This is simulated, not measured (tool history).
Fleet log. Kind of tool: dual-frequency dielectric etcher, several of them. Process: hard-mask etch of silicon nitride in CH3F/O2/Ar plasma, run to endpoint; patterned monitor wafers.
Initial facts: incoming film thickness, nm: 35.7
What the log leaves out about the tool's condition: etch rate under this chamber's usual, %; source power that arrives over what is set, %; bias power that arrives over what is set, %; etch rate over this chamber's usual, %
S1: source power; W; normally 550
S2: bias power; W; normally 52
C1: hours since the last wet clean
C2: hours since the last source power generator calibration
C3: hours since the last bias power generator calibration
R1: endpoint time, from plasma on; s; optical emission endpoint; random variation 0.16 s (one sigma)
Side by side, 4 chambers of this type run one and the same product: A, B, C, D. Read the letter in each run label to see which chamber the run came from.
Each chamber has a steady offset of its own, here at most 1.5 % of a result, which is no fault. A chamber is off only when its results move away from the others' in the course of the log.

At hour 4.1: chamber B: wet clean of the chamber.
Run 1D, hour 9.2: usual settings; C1 323.6; C2 2540.4; C3 559.1. Result: R1 50.829 s.
Run 2C, hour 20.9: usual settings; C1 212.9; C2 2523.7; C3 3783.1. Result: R1 50.315 s.
Run 3B, hour 32.4: usual settings; C1 28.3; C2 4174.1; C3 1733. Result: R1 51.12 s.
Run 4A, hour 40.6: usual settings; C1 173.3; C2 3070.5; C3 1195. Result: R1 51.174 s.
Run 5D, hour 49.9: usual settings; C1 364.3; C2 2581.1; C3 599.8. Result: R1 51.204 s.
Run 6A, hour 64.7: usual settings; C1 197.4; C2 3094.6; C3 1219.1. Result: R1 51.409 s.
Run 7B, hour 72.1: usual settings; C1 68; C2 4213.8; C3 1772.7. Result: R1 51.014 s.
Run 8C, hour 82.5: usual settings; C1 274.5; C2 2585.3; C3 3844.7. Result: R1 50.191 s.
Run 9C, hour 93.9: usual settings; C1 285.9; C2 2596.7; C3 3856.1. Result: R1 50.287 s.
Run 10B, hour 106.8: usual settings; C1 102.7; C2 4248.5; C3 1807.4. Result: R1 50.883 s.
Run 11D, hour 116.1: usual settings but S2 48 W; C1 430.5; C2 2647.3; C3 666. Result: R1 52.633 s.
Run 12A, hour 129.2: usual settings but S2 48 W; C1 261.9; C2 3159.1; C3 1283.6. Result: R1 53.32 s.
Run 13B, hour 141.7: usual settings but S2 48 W; C1 137.6; C2 4283.4; C3 1842.3. Result: R1 52.303 s.
Run 14A, hour 152.1: usual settings but S2 48 W; C1 284.8; C2 3182; C3 1306.5. Result: R1 53.268 s.
Run 15D, hour 160.7: usual settings; C1 475.1; C2 2691.9; C3 710.6. Result: R1 50.932 s.
Run 16C, hour 175.8: usual settings; C1 367.8; C2 2678.6; C3 3938. Result: R1 50.348 s.
At hour 180.6: chamber B: source power generator calibrated.
Run 17D, hour 190.3: usual settings; C1 504.7; C2 2721.5; C3 740.2. Result: R1 51.43 s.
Run 18C, hour 197.7: usual settings; C1 389.7; C2 2700.5; C3 3959.9. Result: R1 49.96 s.
Run 19B, hour 206.5: usual settings; C1 202.4; C2 25.9; C3 1907.1. Result: R1 51.123 s.
Run 20A, hour 219.4: usual settings; C1 352.1; C2 3249.3; C3 1373.8. Result: R1 52.276 s.
Run 21B, hour 226.8: usual settings; C1 222.7; C2 46.2; C3 1927.4. Result: R1 51.016 s.
Run 22A, hour 241.5: usual settings but S2 42 W; C1 374.2; C2 3271.4; C3 1395.9. Result: R1 55.879 s.
Run 23C, hour 249.1: usual settings but S2 42 W; C1 441.1; C2 2751.9; C3 4011.3. Result: R1 53.557 s.
At hour 261.8: chamber C: source power generator calibrated.
Run 24D, hour 263.3: usual settings but S2 42 W; C1 577.7; C2 2794.5; C3 813.2. Result: R1 54.735 s.
Run 25B, hour 272: usual settings but S2 42 W; C1 267.9; C2 91.4; C3 1972.6. Result: R1 54.3 s.
Run 26A, hour 284.8: usual settings; C1 417.5; C2 3314.7; C3 1439.2. Result: R1 52.463 s.
Run 27D, hour 297.2: usual settings but S2 39 W; C1 611.6; C2 2828.4; C3 847.1. Result: R1 55.474 s.
Run 28C, hour 311.9: usual settings but S2 39 W; C1 503.9; C2 50.2; C3 4074.1. Result: R1 54.651 s.
Run 29D, hour 321.2: usual settings but S2 39 W; C1 635.6; C2 2852.4; C3 871.1. Result: R1 55.626 s.
Run 30A, hour 334.5: usual settings but S2 39 W; C1 467.2; C2 3364.4; C3 1488.9. Result: R1 57.299 s.
Run 31C, hour 347: usual settings; C1 539; C2 85.3; C3 4109.2. Result: R1 50.19 s.
Run 32B, hour 355.7: usual settings; C1 351.6; C2 175.1; C3 2056.3. Result: R1 50.966 s.

Next, every chamber runs the same settings. What will each give?
Run 33A, hour 367.1: usual settings. Result: R1 ?.
Run 33B, hour 367.1: usual settings. Result: R1 ?.
Run 33C, hour 367.1: usual settings. Result: R1 ?.
Run 33D, hour 367.1: usual settings. Result: R1 ?.

run      R1
33A  52.921
33B  51.282
33C  50.258
33D  51.472
